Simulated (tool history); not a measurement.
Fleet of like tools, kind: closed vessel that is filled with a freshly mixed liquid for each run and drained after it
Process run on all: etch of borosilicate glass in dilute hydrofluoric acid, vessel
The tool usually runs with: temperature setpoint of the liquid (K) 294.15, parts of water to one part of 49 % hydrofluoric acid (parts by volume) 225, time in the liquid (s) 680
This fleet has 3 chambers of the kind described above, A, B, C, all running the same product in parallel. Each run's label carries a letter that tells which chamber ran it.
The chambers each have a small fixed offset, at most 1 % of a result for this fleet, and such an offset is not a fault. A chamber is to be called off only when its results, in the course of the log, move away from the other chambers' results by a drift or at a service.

run   hour  temperature setpoint of the liquid (K)  parts of water to one part of 49 % hydrofluoric acid (parts by volume)  time in the liquid (s)  read-back film thickness of the borosilicate glass reference wafer, read on the same gauge (nm)  thickness taken off the borosilicate glass on a monitor wafer (Å)
 1B    5.4                                  294.15                                                                     225                     680                                                                                           79.971                                                             400.55
 2C    8.5                                  294.15                                                                     225                     680                                                                                           80.016                                                             391.62
 3A   14.1                                  294.15                                                                     225                     680                                                                                            80.02                                                             396.31
 4A   20.2                                  294.15                                                                     225                     680                                                                                           80.034                                                             396.52
 5B   26.5                                  294.15                                                                     225                     680                                                                                           79.957                                                             389.76
 6C   31.1                                  294.15                                                                     225                     680                                                                                           80.052                                                              401.9
 7A   34.2                                  294.15                                                                     225                     680                                                                                           79.999                                                             399.04
 8C   41.1                                  294.15                                                                     225                     680                                                                                           80.007                                                             397.79
 9B   47.9                                  294.15                                                                     225                     680                                                                                           79.969                                                             394.08
10A   53.5                                  294.15                                                                     225                     680                                                                                            79.97                                                             394.38
11B   57.9                                  294.15                                                                     225                     680                                                                                           80.028                                                             390.42
12C   61.6                                  294.15                                                                     225                     680                                                                                           80.022                                                             392.85
13A   66.1                                  294.15                                                                     225                     680                                                                                           79.984                                                             394.98
14B     72                                  291.65                                                                     225                     680                                                                                           80.001                                                             353.77
15C   78.2                                  291.65                                                                     225                     680                                                                                           80.019                                                             365.33
16B   84.1                                  291.65                                                                     225                     680                                                                                           79.981                                                             349.77
17A   89.4                                  294.15                                                                     225                     680                                                                                           80.017                                                             400.64
18C   95.1                                  294.15                                                                     225                     680                                                                                           80.025                                                             390.13
19B    100                                  294.15                                                                     225                     680                                                                                           79.997                                                             388.33
20C  105.3                                  294.15                                                                     225                     680                                                                                           80.035                                                             397.77
21A    111                                  294.15                                                                     225                     680                                                                                           79.987                                                             398.13
22A  114.6                                  294.15                                                                     225                     680                                                                                           80.019                                                             403.67
23C  118.2                                  294.15                                                                     225                     680                                                                                           80.028                                                             405.07
24B  122.6                                  294.15                                                                     225                     680                                                                                           79.994                                                             377.96
25B  126.5                                  294.15                                                                     225                     680                                                                                           80.007                                                             374.28
26C    130                                  294.15                                                                     225                     680                                                                                           79.992                                                             390.88
27A  136.1                                  294.15                                                                     225                     680                                                                                           80.041                                                             396.03
28B    143                                  294.15                                                                     225                     680                                                                                           80.024                                                             371.76
29C    149                                  294.15                                                                     225                     680                                                                                           79.943                                                             398.84
30A  152.9                                  294.15                                                                     225                     680                                                                                           79.992                                                             397.98
31B  159.4                                  296.65                                                                     225                     345                                                                                           80.009                                                             203.75
32C  164.9                                  296.65                                                                     225                     345                                                                                           80.031                                                             219.86
33A  168.3                                  296.65                                                                     225                     345                                                                                           79.987                                                             218.09
34B  171.5                                  294.15                                                                     225                     680                                                                                           79.976                                                             366.53
35A  175.8                                  294.15                                                                     225                     680                                                                                           79.988                                                             389.91
36C  180.3                                  294.15                                                                     225                     680                                                                                            80.01                                                             397.59
37A  184.6                                  294.15                                                                     225                     375                                                                                           79.961                                                             217.47
38B  187.7                                  294.15                                                                     225                     375                                                                                            80.02                                                             197.69
39C  192.3                                  294.15                                                                     225                     375                                                                                           79.982                                                             218.55
40A  196.5                                  294.15                                                                     225                     680                                                                                           80.006                                                             392.37
41B  200.4                                  294.15                                                                     225                     680                                                                                           79.982                                                              360.1
42C  206.1                                  294.15                                                                     225                     680                                                                                           79.984                                                             396.28

Has any chamber moved away from the others, gradually or after a service, or does the common gauge drift, or do the chambers differ only by their own small steady offsets? State the chamber and the most likely cause if one applies.

One chamber, B, drifts off from the rest bit by bit.
Likeliest cause: hydrofluoric acid flow below the setpoint (%) = 8.7.
The log may not separate it from: liquid colder than its thermometer reads (K).

Chamber B could run next with any of the 4 candidate recipes listed below; each alters the usual settings, and their results appear as question marks. Which one brings its results back in line with what the other chambers deliver on the usual settings?
To be in line, a result may differ from the other chambers' mean on the usual settings by at most: thickness taken off the borosilicate glass on a monitor wafer (Å) 13
43B-1  211.1                                  294.15                                                                     235                     645                                                                                                                                                                   ?
43B-2  211.1                                  294.15                                                                     225                     830                                                                                                                                                                   ?
43B-3  211.1                                  294.65                                                                     225                     750                                                                                                                                                                   ?
43B-4  211.1                                  294.15                                                                     225                     555                                                                                                                                                                   ?

What the other chambers average on the usual settings: thickness taken off the borosilicate glass on a monitor wafer (Å) 396.83
  run  thickness taken off the borosilicate glass on a monitor wafer (Å)
43B-1                                                             315.79
43B-2                                                             429.22
43B-3                                                             395.09
43B-4                                                             287.01
With 43B-3, the chamber falls back in line with the rest.
